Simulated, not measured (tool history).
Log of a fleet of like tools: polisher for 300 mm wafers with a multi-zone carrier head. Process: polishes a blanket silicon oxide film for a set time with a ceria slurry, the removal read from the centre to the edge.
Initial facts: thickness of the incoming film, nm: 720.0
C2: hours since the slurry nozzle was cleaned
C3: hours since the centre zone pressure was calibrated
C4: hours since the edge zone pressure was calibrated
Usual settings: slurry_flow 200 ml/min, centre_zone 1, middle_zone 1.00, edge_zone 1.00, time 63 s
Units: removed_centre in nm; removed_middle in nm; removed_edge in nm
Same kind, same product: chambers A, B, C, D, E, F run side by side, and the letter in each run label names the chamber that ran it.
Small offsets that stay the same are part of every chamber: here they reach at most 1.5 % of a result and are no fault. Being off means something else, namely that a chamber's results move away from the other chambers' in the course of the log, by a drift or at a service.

Run 1A, hour 4.7: usual settings; wafers polished on this pad 460; C2 654.1; C3 80.4; C4 235.7. Result: removed_centre 265.97 nm, removed_middle 274.49 nm, removed_edge 273.87 nm.
At hour 8.3: chamber D: worn pad replaced by a new one.
Run 2F, hour 9.1: usual settings; wafers polished on this pad 1378; C2 167.4; C3 840.9; C4 663.0. Result: removed_centre 275.41 nm, removed_middle 272.45 nm, removed_edge 272.48 nm.
Run 3B, hour 13.2: usual settings; wafers polished on this pad 599; C2 418.9; C3 965.9; C4 678.9. Result: removed_centre 270.73 nm, removed_middle 262.39 nm, removed_edge 273.42 nm.
Run 4D, hour 20.5: usual settings; wafers polished on this pad 91; C2 352.5; C3 227.8; C4 515.8. Result: removed_centre 270.83 nm, removed_middle 274.47 nm, removed_edge 272.35 nm.
At hour 21.5: chamber F: worn pad replaced by a new one.
Run 5C, hour 29.1: usual settings; wafers polished on this pad 378; C2 472.8; C3 842.2; C4 649.5. Result: removed_centre 272.49 nm, removed_middle 272.43 nm, removed_edge 271.60 nm.
Run 6E, hour 33.2: usual settings but slurry_flow 175 ml/min, time 53 s; wafers polished on this pad 1128; C2 188.8; C3 955.4; C4 337.5. Result: removed_centre 220.78 nm, removed_middle 228.57 nm, removed_edge 223.10 nm.
Run 7B, hour 39.2: usual settings but slurry_flow 175 ml/min, time 53 s; wafers polished on this pad 794; C2 444.9; C3 991.9; C4 704.9. Result: removed_centre 227.84 nm, removed_middle 221.25 nm, removed_edge 222.94 nm.
At hour 41.0: chamber B: worn pad replaced by a new one.
Run 8E, hour 45.5: usual settings but slurry_flow 175 ml/min, time 53 s; wafers polished on this pad 1220; C2 201.1; C3 967.7; C4 349.8. Result: removed_centre 225.22 nm, removed_middle 219.18 nm, removed_edge 223.70 nm.
Run 9F, hour 50.8: usual settings but slurry_flow 175 ml/min, time 53 s; wafers polished on this pad 220; C2 209.1; C3 882.6; C4 704.7. Result: removed_centre 223.65 nm, removed_middle 223.37 nm, removed_edge 222.56 nm.
At hour 52.7: chamber C: worn pad replaced by a new one.
At hour 55.1: chamber D: slurry nozzle cleaned.
Run 10D, hour 57.2: usual settings but slurry_flow 175 ml/min, time 53 s; wafers polished on this pad 367; C2 2.2; C3 264.5; C4 552.5. Result: removed_centre 224.01 nm, removed_middle 230.61 nm, removed_edge 225.79 nm.
At hour 62.9: chamber E: worn pad replaced by a new one.
Run 11C, hour 62.9: usual settings but slurry_flow 175 ml/min, time 53 s; wafers polished on this pad 76; C2 506.6; C3 876.0; C4 683.3. Result: removed_centre 223.78 nm, removed_middle 220.54 nm, removed_edge 224.14 nm.
Run 12A, hour 68.9: usual settings; wafers polished on this pad 943; C2 718.3; C3 144.6; C4 299.9. Result: removed_centre 265.53 nm, removed_middle 275.44 nm, removed_edge 269.43 nm.
Run 13B, hour 76.4: usual settings; wafers polished on this pad 266; C2 482.1; C3 1029.1; C4 742.1. Result: removed_centre 276.39 nm, removed_middle 270.40 nm, removed_edge 275.85 nm.
At hour 78.3: chamber D: worn pad replaced by a new one.
Run 14D, hour 80.6: usual settings; wafers polished on this pad 17; C2 25.6; C3 287.9; C4 575.9. Result: removed_centre 275.24 nm, removed_middle 279.10 nm, removed_edge 271.56 nm.
At hour 87.5: chamber F: centre zone pressure recalibrated.
Run 15E, hour 89.5: usual settings; wafers polished on this pad 200; C2 245.1; C3 1011.7; C4 393.8. Result: removed_centre 276.03 nm, removed_middle 270.28 nm, removed_edge 269.60 nm.
At hour 92.9: chamber C: centre zone pressure recalibrated.
Run 16C, hour 93.8: usual settings; wafers polished on this pad 309; C2 537.5; C3 1.0; C4 714.2. Result: removed_centre 268.84 nm, removed_middle 271.06 nm, removed_edge 265.76 nm.
Run 17F, hour 99.3: usual settings but middle_zone 0.89; wafers polished on this pad 584; C2 257.6; C3 11.9; C4 753.2. Result: removed_centre 275.77 nm, removed_middle 242.27 nm, removed_edge 267.19 nm.
Run 18A, hour 107.1: usual settings but middle_zone 0.89; wafers polished on this pad 1229; C2 756.5; C3 182.8; C4 338.1. Result: removed_centre 265.74 nm, removed_middle 243.61 nm, removed_edge 274.32 nm.
At hour 114.2: chamber A: worn pad replaced by a new one.
Run 19D, hour 114.5: usual settings but middle_zone 0.89; wafers polished on this pad 272; C2 59.5; C3 321.8; C4 609.8. Result: removed_centre 271.58 nm, removed_middle 245.54 nm, removed_edge 273.45 nm.
Run 20E, hour 123.0: usual settings but middle_zone 0.89; wafers polished on this pad 451; C2 278.6; C3 1045.2; C4 427.3. Result: removed_centre 268.63 nm, removed_middle 243.71 nm, removed_edge 272.89 nm.
Run 21A, hour 131.4: usual settings but middle_zone 0.89; wafers polished on this pad 129; C2 780.8; C3 207.1; C4 362.4. Result: removed_centre 271.57 nm, removed_middle 250.74 nm, removed_edge 269.98 nm.
At hour 136.8: chamber E: edge zone pressure recalibrated.
At hour 137.1: chamber C: worn pad replaced by a new one.
Run 22C, hour 137.1: usual settings but middle_zone 0.89; wafers polished on this pad 0; C2 580.8; C3 44.3; C4 757.5. Result: removed_centre 274.15 nm, removed_middle 240.42 nm, removed_edge 270.19 nm.
Run 23B, hour 144.9: usual settings; wafers polished on this pad 780; C2 550.6; C3 1097.6; C4 810.6. Result: removed_centre 274.19 nm, removed_middle 268.62 nm, removed_edge 276.97 nm.
At hour 145.8: chamber D: worn pad replaced by a new one.
At hour 150.3: chamber A: slurry nozzle cleaned.
Run 24F, hour 151.6: usual settings; wafers polished on this pad 977; C2 309.9; C3 64.2; C4 805.5. Result: removed_centre 268.60 nm, removed_middle 260.34 nm, removed_edge 266.56 nm.
At hour 152.7: chamber B: worn pad replaced by a new one.
At hour 155.9: chamber A: edge zone pressure recalibrated.
Run 25B, hour 160.3: usual settings but slurry_flow 150 ml/min; wafers polished on this pad 57; C2 566.0; C3 1113.0; C4 826.0. Result: removed_centre 265.59 nm, removed_middle 256.41 nm, removed_edge 261.62 nm.
Run 26E, hour 168.2: usual settings but slurry_flow 150 ml/min; wafers polished on this pad 791; C2 323.8; C3 1090.4; C4 31.4. Result: removed_centre 254.07 nm, removed_middle 258.35 nm, removed_edge 259.07 nm.
At hour 169.0: chamber F: edge zone pressure recalibrated.
Run 27D, hour 175.1: usual settings but slurry_flow 150 ml/min; wafers polished on this pad 220; C2 120.1; C3 382.4; C4 670.4. Result: removed_centre 256.61 nm, removed_middle 255.30 nm, removed_edge 265.87 nm.
Run 28F, hour 181.1: usual settings but slurry_flow 150 ml/min; wafers polished on this pad 1199; C2 339.4; C3 93.7; C4 12.1. Result: removed_centre 243.97 nm, removed_middle 251.22 nm, removed_edge 255.25 nm.
At hour 185.4: chamber F: worn pad replaced by a new one.
At hour 187.8: chamber B: centre zone pressure recalibrated.
Run 29A, hour 187.8: usual settings but slurry_flow 150 ml/min; wafers polished on this pad 553; C2 37.6; C3 263.5; C4 32.0. Result: removed_centre 252.04 nm, removed_middle 260.43 nm, removed_edge 265.52 nm.
Run 30C, hour 192.9: usual settings but slurry_flow 150 ml/min; wafers polished on this pad 419; C2 636.6; C3 100.1; C4 813.3. Result: removed_centre 255.33 nm, removed_middle 255.49 nm, removed_edge 257.17 nm.
Run 31E, hour 200.1: usual settings; wafers polished on this pad 1030; C2 355.7; C3 1122.3; C4 63.3. Result: removed_centre 264.31 nm, removed_middle 272.86 nm, removed_edge 269.97 nm.
Run 32A, hour 209.2: usual settings; wafers polished on this pad 714; C2 59.0; C3 284.9; C4 53.4. Result: removed_centre 266.59 nm, removed_middle 272.84 nm, removed_edge 271.10 nm.
At hour 212.4: chamber C: worn pad replaced by a new one.
Run 33B, hour 215.2: usual settings; wafers polished on this pad 469; C2 620.9; C3 27.5; C4 880.9. Result: removed_centre 269.96 nm, removed_middle 270.02 nm, removed_edge 270.05 nm.
Run 34C, hour 220.1: usual settings; wafers polished on this pad 57; C2 663.8; C3 127.3; C4 840.5. Result: removed_centre 275.93 nm, removed_middle 271.25 nm, removed_edge 275.09 nm.
Run 35F, hour 225.3: usual settings but time 81 s; wafers polished on this pad 300; C2 383.6; C3 137.9; C4 56.3. Result: removed_centre 333.05 nm, removed_middle 325.94 nm, removed_edge 331.77 nm.
At hour 229.5: chamber D: worn pad replaced by a new one.
Run 36D, hour 232.0: usual settings but time 81 s; wafers polished on this pad 18; C2 177.0; C3 439.3; C4 727.3. Result: removed_centre 346.47 nm, removed_middle 358.02 nm, removed_edge 353.35 nm.

Each of the 6 chambers runs these same settings next. Fill in every chamber's results:
Run 37A, hour 238.7: usual settings but edge_zone 1.04. Result: removed_centre ?, removed_middle ?, removed_edge ?.
Run 37B, hour 238.7: usual settings but edge_zone 1.04. Result: removed_centre ?, removed_middle ?, removed_edge ?.
Run 37C, hour 238.7: usual settings but edge_zone 1.04. Result: removed_centre ?, removed_middle ?, removed_edge ?.
Run 37D, hour 238.7: usual settings but edge_zone 1.04. Result: removed_centre ?, removed_middle ?, removed_edge ?.
Run 37E, hour 238.7: usual settings but edge_zone 1.04. Result: removed_centre ?, removed_middle ?, removed_edge ?.
Run 37F, hour 238.7: usual settings but edge_zone 1.04. Result: removed_centre ?, removed_middle ?, removed_edge ?.

run  removed_centre  removed_middle  removed_edge
37A          269.62          278.99        276.89
37B          274.16          280.20        276.19
37C          264.39          270.70        276.38
37D          270.35          269.98        272.91
37E          267.20          271.12        275.74
37F          254.04          253.45        266.62
